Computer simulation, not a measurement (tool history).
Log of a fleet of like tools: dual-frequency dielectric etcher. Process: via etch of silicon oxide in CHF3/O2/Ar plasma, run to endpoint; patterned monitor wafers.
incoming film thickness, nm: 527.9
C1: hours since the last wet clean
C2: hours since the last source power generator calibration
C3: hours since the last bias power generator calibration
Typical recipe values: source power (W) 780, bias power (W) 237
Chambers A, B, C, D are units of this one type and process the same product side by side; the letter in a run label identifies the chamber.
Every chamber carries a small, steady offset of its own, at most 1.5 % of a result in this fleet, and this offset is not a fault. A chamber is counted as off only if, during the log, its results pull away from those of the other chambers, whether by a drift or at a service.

run 1C hour=6.4 | source_power_(W)=780 bias_power_(W)=237 | C1=192.2 C2=789.3 C3=2462.5 | endpoint_time_(s)=219.73
run 2A hour=9.8 | source_power_(W)=780 bias_power_(W)=237 | C1=337.5 C2=2927.7 C3=33.8 | endpoint_time_(s)=221.46
run 3B hour=12.9 | source_power_(W)=780 bias_power_(W)=237 | C1=350.5 C2=393.2 C3=1084.3 | endpoint_time_(s)=216.73
run 4D hour=17.8 | source_power_(W)=780 bias_power_(W)=237 | C1=164.3 C2=1252.4 C3=259.0 | endpoint_time_(s)=219.84
-- hour=18.0 chamber A: wet clean of the chamber
run 5D hour=22.7 | source_power_(W)=780 bias_power_(W)=237 | C1=169.2 C2=1257.3 C3=263.9 | endpoint_time_(s)=222.18
run 6B hour=26.8 | source_power_(W)=780 bias_power_(W)=237 | C1=364.4 C2=407.1 C3=1098.2 | endpoint_time_(s)=218.41
run 7A hour=33.2 | source_power_(W)=780 bias_power_(W)=237 | C1=15.2 C2=2951.1 C3=57.2 | endpoint_time_(s)=219.37
run 8C hour=36.3 | source_power_(W)=780 bias_power_(W)=237 | C1=222.1 C2=819.2 C3=2492.4 | endpoint_time_(s)=217.32
run 9A hour=40.6 | source_power_(W)=690 bias_power_(W)=262 | C1=22.6 C2=2958.5 C3=64.6 | endpoint_time_(s)=223.05
run 10B hour=47.4 | source_power_(W)=690 bias_power_(W)=262 | C1=385.0 C2=427.7 C3=1118.8 | endpoint_time_(s)=222.66
run 11D hour=53.4 | source_power_(W)=690 bias_power_(W)=262 | C1=199.9 C2=1288.0 C3=294.6 | endpoint_time_(s)=225.43
run 12C hour=59.2 | source_power_(W)=690 bias_power_(W)=262 | C1=245.0 C2=842.1 C3=2515.3 | endpoint_time_(s)=220.67
run 13A hour=62.4 | source_power_(W)=780 bias_power_(W)=237 | C1=44.4 C2=2980.3 C3=86.4 | endpoint_time_(s)=220.65
-- hour=66.1 chamber B: wet clean of the chamber
run 14C hour=67.2 | source_power_(W)=780 bias_power_(W)=237 | C1=253.0 C2=850.1 C3=2523.3 | endpoint_time_(s)=219.00
run 15B hour=73.8 | source_power_(W)=780 bias_power_(W)=237 | C1=7.8 C2=454.1 C3=1145.2 | endpoint_time_(s)=217.75
run 16D hour=79.5 | source_power_(W)=780 bias_power_(W)=237 | C1=226.0 C2=1314.1 C3=320.7 | endpoint_time_(s)=220.47
run 17B hour=85.8 | source_power_(W)=780 bias_power_(W)=237 | C1=19.8 C2=466.1 C3=1157.2 | endpoint_time_(s)=218.77
run 18A hour=92.7 | source_power_(W)=780 bias_power_(W)=289 | C1=74.7 C2=3010.6 C3=116.7 | endpoint_time_(s)=206.92
run 19D hour=96.2 | source_power_(W)=780 bias_power_(W)=289 | C1=242.7 C2=1330.8 C3=337.4 | endpoint_time_(s)=203.74
run 20C hour=99.9 | source_power_(W)=780 bias_power_(W)=289 | C1=285.7 C2=882.8 C3=2556.0 | endpoint_time_(s)=201.90
run 21A hour=106.3 | source_power_(W)=780 bias_power_(W)=289 | C1=88.3 C2=3024.2 C3=130.3 | endpoint_time_(s)=205.12
run 22B hour=109.7 | source_power_(W)=780 bias_power_(W)=237 | C1=43.7 C2=490.0 C3=1181.1 | endpoint_time_(s)=216.92
run 23C hour=112.9 | source_power_(W)=780 bias_power_(W)=237 | C1=298.7 C2=895.8 C3=2569.0 | endpoint_time_(s)=221.88
run 24D hour=119.0 | source_power_(W)=780 bias_power_(W)=237 | C1=265.5 C2=1353.6 C3=360.2 | endpoint_time_(s)=219.00
run 25A hour=121.9 | source_power_(W)=780 bias_power_(W)=289 | C1=103.9 C2=3039.8 C3=145.9 | endpoint_time_(s)=206.76
run 26C hour=128.5 | source_power_(W)=780 bias_power_(W)=289 | C1=314.3 C2=911.4 C3=2584.6 | endpoint_time_(s)=205.63
run 27D hour=135.2 | source_power_(W)=780 bias_power_(W)=289 | C1=281.7 C2=1369.8 C3=376.4 | endpoint_time_(s)=203.95
run 28B hour=138.3 | source_power_(W)=780 bias_power_(W)=289 | C1=72.3 C2=518.6 C3=1209.7 | endpoint_time_(s)=203.29
run 29A hour=144.2 | source_power_(W)=780 bias_power_(W)=237 | C1=126.2 C2=3062.1 C3=168.2 | endpoint_time_(s)=222.48
run 30B hour=149.1 | source_power_(W)=920 bias_power_(W)=237 | C1=83.1 C2=529.4 C3=1220.5 | endpoint_time_(s)=205.88
run 31C hour=155.7 | source_power_(W)=920 bias_power_(W)=237 | C1=341.5 C2=938.6 C3=2611.8 | endpoint_time_(s)=205.61
run 32D hour=159.3 | source_power_(W)=920 bias_power_(W)=237 | C1=305.8 C2=1393.9 C3=400.5 | endpoint_time_(s)=203.65

Read the log: is a single chamber off, either drifting away or since a service, is the gauge that measures every chamber drifting, or is nothing wrong beyond small per-chamber offsets? Name any odd chamber and what most likely caused it.

No chamber stands off beyond its own small offset, and the gauge holds steady.
